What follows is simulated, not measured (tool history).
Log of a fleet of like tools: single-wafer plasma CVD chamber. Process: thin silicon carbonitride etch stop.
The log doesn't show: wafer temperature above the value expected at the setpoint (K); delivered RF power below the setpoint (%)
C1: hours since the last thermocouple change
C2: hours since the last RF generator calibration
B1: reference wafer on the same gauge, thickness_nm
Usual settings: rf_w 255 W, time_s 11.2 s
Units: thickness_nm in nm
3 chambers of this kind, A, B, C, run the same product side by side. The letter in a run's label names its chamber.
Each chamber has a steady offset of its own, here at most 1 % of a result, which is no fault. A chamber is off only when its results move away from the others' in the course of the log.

{"run": "1A", "day": 0.412, "rf_w": 255, "time_s": 11.2, "C1": 408.5, "C2": 105.8, "B1": 7.3415, "thickness_nm": 6.8947}
{"run": "2B", "day": 0.796, "rf_w": 255, "time_s": 11.2, "C1": 419.8, "C2": 138, "B1": 7.342, "thickness_nm": 6.8354}
{"run": "3C", "day": 1.05, "rf_w": 255, "time_s": 11.2, "C1": 838.4, "C2": 1446.4, "B1": 7.3426, "thickness_nm": 6.8532}
{"run": "4C", "day": 1.392, "rf_w": 255, "time_s": 11.2, "C1": 846.6, "C2": 1454.6, "B1": 7.3453, "thickness_nm": 6.8449}
{"run": "5A", "day": 1.883, "rf_w": 255, "time_s": 11.2, "C1": 443.8, "C2": 141.1, "B1": 7.3453, "thickness_nm": 6.9022}
{"run": "6B", "day": 2.417, "rf_w": 255, "time_s": 11.2, "C1": 458.7, "C2": 176.9, "B1": 7.3476, "thickness_nm": 6.8241}
{"run": "7A", "day": 2.758, "rf_w": 255, "time_s": 11.2, "C1": 464.8, "C2": 162.1, "B1": 7.3471, "thickness_nm": 6.9034}
{"run": "8C", "day": 3.179, "rf_w": 255, "time_s": 11.2, "C1": 889.5, "C2": 1497.5, "B1": 7.3499, "thickness_nm": 6.846}
{"run": "9B", "day": 3.425, "rf_w": 255, "time_s": 11.2, "C1": 482.9, "C2": 201.1, "B1": 7.3499, "thickness_nm": 6.8528}
{"run": "10B", "day": 3.958, "rf_w": 255, "time_s": 11.2, "C1": 495.7, "C2": 213.9, "B1": 7.3521, "thickness_nm": 6.8292}
{"run": "11A", "day": 4.338, "rf_w": 255, "time_s": 11.2, "C1": 502.7, "C2": 200, "B1": 7.3531, "thickness_nm": 6.91}
{"run": "12C", "day": 4.717, "rf_w": 255, "time_s": 11.2, "C1": 926.4, "C2": 1534.4, "B1": 7.3548, "thickness_nm": 6.8607}
{"run": "13B", "day": 5.096, "rf_w": 255, "time_s": 11.2, "C1": 523, "C2": 241.2, "B1": 7.3604, "thickness_nm": 6.848}
{"run": "14C", "day": 5.388, "rf_w": 255, "time_s": 11.2, "C1": 942.5, "C2": 1550.5, "B1": 7.3549, "thickness_nm": 6.8683}
{"run": "15A", "day": 5.725, "rf_w": 255, "time_s": 11.2, "C1": 536, "C2": 233.3, "B1": 7.3592, "thickness_nm": 6.914}
{"run": "16A", "day": 5.979, "rf_w": 255, "time_s": 11.2, "C1": 542.1, "C2": 239.4, "B1": 7.3601, "thickness_nm": 6.9131}
{"run": "17C", "day": 6.525, "rf_w": 255, "time_s": 11.2, "C1": 969.8, "C2": 1577.8, "B1": 7.3611, "thickness_nm": 6.8632}
{"run": "18B", "day": 7.012, "rf_w": 255, "time_s": 11.2, "C1": 569, "C2": 287.2, "B1": 7.3638, "thickness_nm": 6.8542}
{"run": "19A", "day": 7.271, "rf_w": 255, "time_s": 11.2, "C1": 573.1, "C2": 270.4, "B1": 7.3674, "thickness_nm": 6.9212}
{"run": "20B", "day": 7.712, "rf_w": 255, "time_s": 11.2, "C1": 585.8, "C2": 304, "B1": 7.3636, "thickness_nm": 6.8506}
{"run": "21C", "day": 8.108, "rf_w": 255, "time_s": 11.2, "C1": 1007.8, "C2": 1615.8, "B1": 7.3659, "thickness_nm": 6.8645}
{"run": "22B", "day": 8.508, "rf_w": 255, "time_s": 11.2, "C1": 604.9, "C2": 323.1, "B1": 7.364, "thickness_nm": 6.8391}
{"run": "23A", "day": 8.838, "rf_w": 255, "time_s": 11.2, "C1": 610.7, "C2": 308, "B1": 7.3686, "thickness_nm": 6.9037}
{"run": "24C", "day": 9.242, "rf_w": 255, "time_s": 11.2, "C1": 1035, "C2": 1643, "B1": 7.3689, "thickness_nm": 6.8583}
{"run": "25B", "day": 9.775, "rf_w": 255, "time_s": 11.2, "C1": 635.3, "C2": 353.5, "B1": 7.3718, "thickness_nm": 6.8502}
{"run": "26C", "day": 10.083, "rf_w": 255, "time_s": 11.2, "C1": 1055.2, "C2": 1663.2, "B1": 7.3725, "thickness_nm": 6.8779}
{"run": "27A", "day": 10.338, "rf_w": 255, "time_s": 11.2, "C1": 646.7, "C2": 344, "B1": 7.3744, "thickness_nm": 6.9367}
{"run": "28C", "day": 10.654, "rf_w": 255, "time_s": 11.2, "C1": 1068.9, "C2": 1676.9, "B1": 7.3736, "thickness_nm": 6.8726}
{"run": "29A", "day": 11.012, "rf_w": 255, "time_s": 11.2, "C1": 662.9, "C2": 360.2, "B1": 7.3747, "thickness_nm": 6.9129}
{"run": "30B", "day": 11.446, "rf_w": 255, "time_s": 11.2, "C1": 675.4, "C2": 393.6, "B1": 7.374, "thickness_nm": 6.8459}
{"run": "31B", "day": 11.717, "rf_w": 255, "time_s": 11.2, "C1": 681.9, "C2": 400.1, "B1": 7.3795, "thickness_nm": 6.8536}
{"run": "32C", "day": 11.958, "rf_w": 255, "time_s": 9.2, "C1": 1100.2, "C2": 1708.2, "B1": 7.3806, "thickness_nm": 5.6413}
{"run": "33A", "day": 12.238, "rf_w": 255, "time_s": 9.2, "C1": 692.3, "C2": 389.6, "B1": 7.3789, "thickness_nm": 5.6919}
{"run": "34C", "day": 12.696, "rf_w": 255, "time_s": 9.2, "C1": 1117.9, "C2": 1725.9, "B1": 7.379, "thickness_nm": 5.6634}
{"run": "35A", "day": 13.1, "rf_w": 255, "time_s": 11.2, "C1": 713, "C2": 410.3, "B1": 7.3821, "thickness_nm": 6.944}
{"run": "36B", "day": 13.342, "rf_w": 255, "time_s": 11.2, "C1": 720.9, "C2": 439.1, "B1": 7.3804, "thickness_nm": 6.8575}
{"run": "37B", "day": 13.6, "rf_w": 290, "time_s": 13.2, "C1": 727.1, "C2": 445.3, "B1": 7.3841, "thickness_nm": 8.4029}

Is one chamber off against the others, does the gauge drift, or is nothing wrong? If a chamber is off, say which, and what the likeliest cause is.

The gauge drifts, so all chambers seem to drift together. No chamber is off.
Cause: gauge reads high (%) = 0.604.

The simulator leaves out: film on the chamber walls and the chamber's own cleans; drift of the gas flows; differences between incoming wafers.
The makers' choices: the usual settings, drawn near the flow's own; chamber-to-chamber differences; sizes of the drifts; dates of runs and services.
